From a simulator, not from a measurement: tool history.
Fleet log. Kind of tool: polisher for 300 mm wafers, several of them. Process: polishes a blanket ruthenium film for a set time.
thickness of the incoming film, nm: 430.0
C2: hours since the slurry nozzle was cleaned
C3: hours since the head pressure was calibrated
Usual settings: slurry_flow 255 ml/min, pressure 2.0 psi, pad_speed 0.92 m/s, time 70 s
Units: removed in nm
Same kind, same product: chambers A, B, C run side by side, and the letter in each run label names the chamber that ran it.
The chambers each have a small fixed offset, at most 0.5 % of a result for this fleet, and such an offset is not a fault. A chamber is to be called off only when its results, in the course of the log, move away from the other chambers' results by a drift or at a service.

{"hour": 1.0, "done": "chamber B: worn pad replaced by a new one"}
{"run": "1C", "hour": 6.9, "slurry_flow": 255, "pressure": 2.0, "pad_speed": 0.92, "time": 70, "wafers polished on this pad": 392, "C2": 274.1, "C3": 417.7, "removed": 72.084}
{"hour": 9.0, "done": "chamber A: worn pad replaced by a new one"}
{"run": "2B", "hour": 11.5, "slurry_flow": 255, "pressure": 2.0, "pad_speed": 0.92, "time": 70, "wafers polished on this pad": 134, "C2": 130.0, "C3": 22.5, "removed": 71.88}
{"run": "3A", "hour": 18.0, "slurry_flow": 255, "pressure": 2.0, "pad_speed": 0.92, "time": 70, "wafers polished on this pad": 114, "C2": 137.4, "C3": 322.2, "removed": 72.913}
{"run": "4A", "hour": 23.7, "slurry_flow": 255, "pressure": 2.0, "pad_speed": 0.92, "time": 70, "wafers polished on this pad": 187, "C2": 143.1, "C3": 327.9, "removed": 72.501}
{"run": "5B", "hour": 30.5, "slurry_flow": 255, "pressure": 2.0, "pad_speed": 0.92, "time": 70, "wafers polished on this pad": 374, "C2": 149.0, "C3": 41.5, "removed": 72.76}
{"run": "6C", "hour": 36.0, "slurry_flow": 255, "pressure": 2.0, "pad_speed": 0.92, "time": 70, "wafers polished on this pad": 761, "C2": 303.2, "C3": 446.8, "removed": 71.485}
{"run": "7A", "hour": 41.5, "slurry_flow": 255, "pressure": 2.0, "pad_speed": 0.92, "time": 70, "wafers polished on this pad": 412, "C2": 160.9, "C3": 345.7, "removed": 72.47}
{"run": "8C", "hour": 49.0, "slurry_flow": 255, "pressure": 2.0, "pad_speed": 0.92, "time": 70, "wafers polished on this pad": 925, "C2": 316.2, "C3": 459.8, "removed": 71.969}
{"hour": 49.2, "done": "chamber C: slurry nozzle cleaned"}
{"hour": 54.2, "done": "chamber B: worn pad replaced by a new one"}
{"run": "9B", "hour": 56.8, "slurry_flow": 255, "pressure": 2.0, "pad_speed": 0.92, "time": 70, "wafers polished on this pad": 34, "C2": 175.3, "C3": 67.8, "removed": 71.738}
{"hour": 62.2, "done": "chamber C: worn pad replaced by a new one"}
{"run": "10B", "hour": 64.9, "slurry_flow": 255, "pressure": 1.7, "pad_speed": 0.92, "time": 58, "wafers polished on this pad": 136, "C2": 183.4, "C3": 75.9, "removed": 50.75}
{"hour": 66.8, "done": "chamber A: worn pad replaced by a new one"}
{"run": "11A", "hour": 70.6, "slurry_flow": 255, "pressure": 1.7, "pad_speed": 0.92, "time": 58, "wafers polished on this pad": 49, "C2": 190.0, "C3": 374.8, "removed": 51.342}
{"run": "12C", "hour": 75.1, "slurry_flow": 255, "pressure": 1.7, "pad_speed": 0.92, "time": 58, "wafers polished on this pad": 164, "C2": 25.9, "C3": 485.9, "removed": 50.802}
{"run": "13A", "hour": 84.0, "slurry_flow": 255, "pressure": 2.0, "pad_speed": 0.92, "time": 70, "wafers polished on this pad": 218, "C2": 203.4, "C3": 388.2, "removed": 72.094}
{"run": "14C", "hour": 89.5, "slurry_flow": 255, "pressure": 2.0, "pad_speed": 0.92, "time": 70, "wafers polished on this pad": 346, "C2": 40.3, "C3": 500.3, "removed": 71.623}
{"run": "15B", "hour": 96.9, "slurry_flow": 255, "pressure": 2.0, "pad_speed": 0.92, "time": 70, "wafers polished on this pad": 541, "C2": 215.4, "C3": 107.9, "removed": 72.44}
{"run": "16C", "hour": 104.9, "slurry_flow": 255, "pressure": 2.0, "pad_speed": 0.92, "time": 70, "wafers polished on this pad": 541, "C2": 55.7, "C3": 515.7, "removed": 71.618}
{"hour": 110.5, "done": "chamber B: worn pad replaced by a new one"}
{"run": "17A", "hour": 112.0, "slurry_flow": 255, "pressure": 2.0, "pad_speed": 0.92, "time": 70, "wafers polished on this pad": 573, "C2": 231.4, "C3": 416.2, "removed": 72.778}
{"run": "18B", "hour": 119.2, "slurry_flow": 255, "pressure": 2.0, "pad_speed": 0.92, "time": 70, "wafers polished on this pad": 110, "C2": 237.7, "C3": 130.2, "removed": 72.359}
{"run": "19A", "hour": 126.0, "slurry_flow": 255, "pressure": 2.0, "pad_speed": 0.92, "time": 70, "wafers polished on this pad": 750, "C2": 245.4, "C3": 430.2, "removed": 72.629}
{"run": "20C", "hour": 131.0, "slurry_flow": 255, "pressure": 2.0, "pad_speed": 0.92, "time": 70, "wafers polished on this pad": 872, "C2": 81.8, "C3": 541.8, "removed": 72.318}
{"hour": 134.6, "done": "chamber A: worn pad replaced by a new one"}
{"run": "21B", "hour": 139.5, "slurry_flow": 255, "pressure": 2.0, "pad_speed": 0.92, "time": 70, "wafers polished on this pad": 367, "C2": 258.0, "C3": 150.5, "removed": 71.869}
{"hour": 144.5, "done": "chamber C: worn pad replaced by a new one"}
{"run": "22B", "hour": 145.6, "slurry_flow": 255, "pressure": 2.0, "pad_speed": 0.92, "time": 70, "wafers polished on this pad": 445, "C2": 264.1, "C3": 156.6, "removed": 71.989}
{"run": "23C", "hour": 151.6, "slurry_flow": 255, "pressure": 2.0, "pad_speed": 0.92, "time": 70, "wafers polished on this pad": 91, "C2": 102.4, "C3": 562.4, "removed": 71.557}
{"run": "24A", "hour": 159.5, "slurry_flow": 255, "pressure": 2.0, "pad_speed": 0.92, "time": 70, "wafers polished on this pad": 316, "C2": 278.9, "C3": 463.7, "removed": 72.138}
{"run": "25A", "hour": 166.1, "slurry_flow": 255, "pressure": 2.0, "pad_speed": 0.8, "time": 70, "wafers polished on this pad": 399, "C2": 285.5, "C3": 470.3, "removed": 62.987}
{"hour": 170.3, "done": "chamber B: worn pad replaced by a new one"}
{"run": "26C", "hour": 173.1, "slurry_flow": 255, "pressure": 2.0, "pad_speed": 0.8, "time": 70, "wafers polished on this pad": 363, "C2": 123.9, "C3": 583.9, "removed": 63.421}
{"run": "27B", "hour": 180.1, "slurry_flow": 255, "pressure": 2.0, "pad_speed": 0.8, "time": 70, "wafers polished on this pad": 124, "C2": 298.6, "C3": 191.1, "removed": 62.414}
{"run": "28C", "hour": 186.5, "slurry_flow": 255, "pressure": 2.0, "pad_speed": 0.92, "time": 70, "wafers polished on this pad": 532, "C2": 137.3, "C3": 597.3, "removed": 71.197}
{"run": "29A", "hour": 193.3, "slurry_flow": 255, "pressure": 2.0, "pad_speed": 0.92, "time": 70, "wafers polished on this pad": 743, "C2": 312.7, "C3": 497.5, "removed": 72.786}
{"hour": 194.3, "done": "chamber A: worn pad replaced by a new one"}
{"run": "30B", "hour": 197.9, "slurry_flow": 255, "pressure": 2.0, "pad_speed": 0.92, "time": 70, "wafers polished on this pad": 350, "C2": 316.4, "C3": 208.9, "removed": 71.573}
{"run": "31C", "hour": 202.0, "slurry_flow": 255, "pressure": 2.0, "pad_speed": 0.92, "time": 70, "wafers polished on this pad": 729, "C2": 152.8, "C3": 612.8, "removed": 72.418}
{"run": "32B", "hour": 207.0, "slurry_flow": 255, "pressure": 2.0, "pad_speed": 0.92, "time": 70, "wafers polished on this pad": 465, "C2": 325.5, "C3": 218.0, "removed": 71.856}
{"hour": 208.6, "done": "chamber A: head pressure recalibrated"}
{"run": "33A", "hour": 215.5, "slurry_flow": 255, "pressure": 2.0, "pad_speed": 0.92, "time": 70, "wafers polished on this pad": 268, "C2": 334.9, "C3": 6.9, "removed": 72.14}
{"run": "34C", "hour": 222.3, "slurry_flow": 255, "pressure": 2.0, "pad_speed": 0.92, "time": 70, "wafers polished on this pad": 986, "C2": 173.1, "C3": 633.1, "removed": 73.041}
{"hour": 225.4, "done": "chamber B: worn pad replaced by a new one"}
{"hour": 226.9, "done": "chamber C: worn pad replaced by a new one"}
{"run": "35A", "hour": 228.4, "slurry_flow": 255, "pressure": 2.0, "pad_speed": 0.92, "time": 70, "wafers polished on this pad": 432, "C2": 347.8, "C3": 19.8, "removed": 71.668}
{"run": "36B", "hour": 233.4, "slurry_flow": 255, "pressure": 2.0, "pad_speed": 0.92, "time": 70, "wafers polished on this pad": 101, "C2": 351.9, "C3": 244.4, "removed": 72.641}
{"run": "37C", "hour": 242.1, "slurry_flow": 320, "pressure": 2.0, "pad_speed": 0.92, "time": 92, "wafers polished on this pad": 193, "C2": 192.9, "C3": 652.9, "removed": 96.77}
{"run": "38A", "hour": 247.4, "slurry_flow": 320, "pressure": 2.0, "pad_speed": 0.92, "time": 92, "wafers polished on this pad": 672, "C2": 366.8, "C3": 38.8, "removed": 96.958}

Each of the 3 chambers runs these same settings next. Fill in every chamber's results:
{"run": "39A", "hour": 253.8, "slurry_flow": 255, "pressure": 2.0, "pad_speed": 0.92, "time": 70, "removed": "?"}
{"run": "39B", "hour": 253.8, "slurry_flow": 255, "pressure": 2.0, "pad_speed": 0.92, "time": 70, "removed": "?"}
{"run": "39C", "hour": 253.8, "slurry_flow": 255, "pressure": 2.0, "pad_speed": 0.92, "time": 70, "removed": "?"}

run=39A removed=72.783
run=39B removed=71.622
run=39C removed=71.827

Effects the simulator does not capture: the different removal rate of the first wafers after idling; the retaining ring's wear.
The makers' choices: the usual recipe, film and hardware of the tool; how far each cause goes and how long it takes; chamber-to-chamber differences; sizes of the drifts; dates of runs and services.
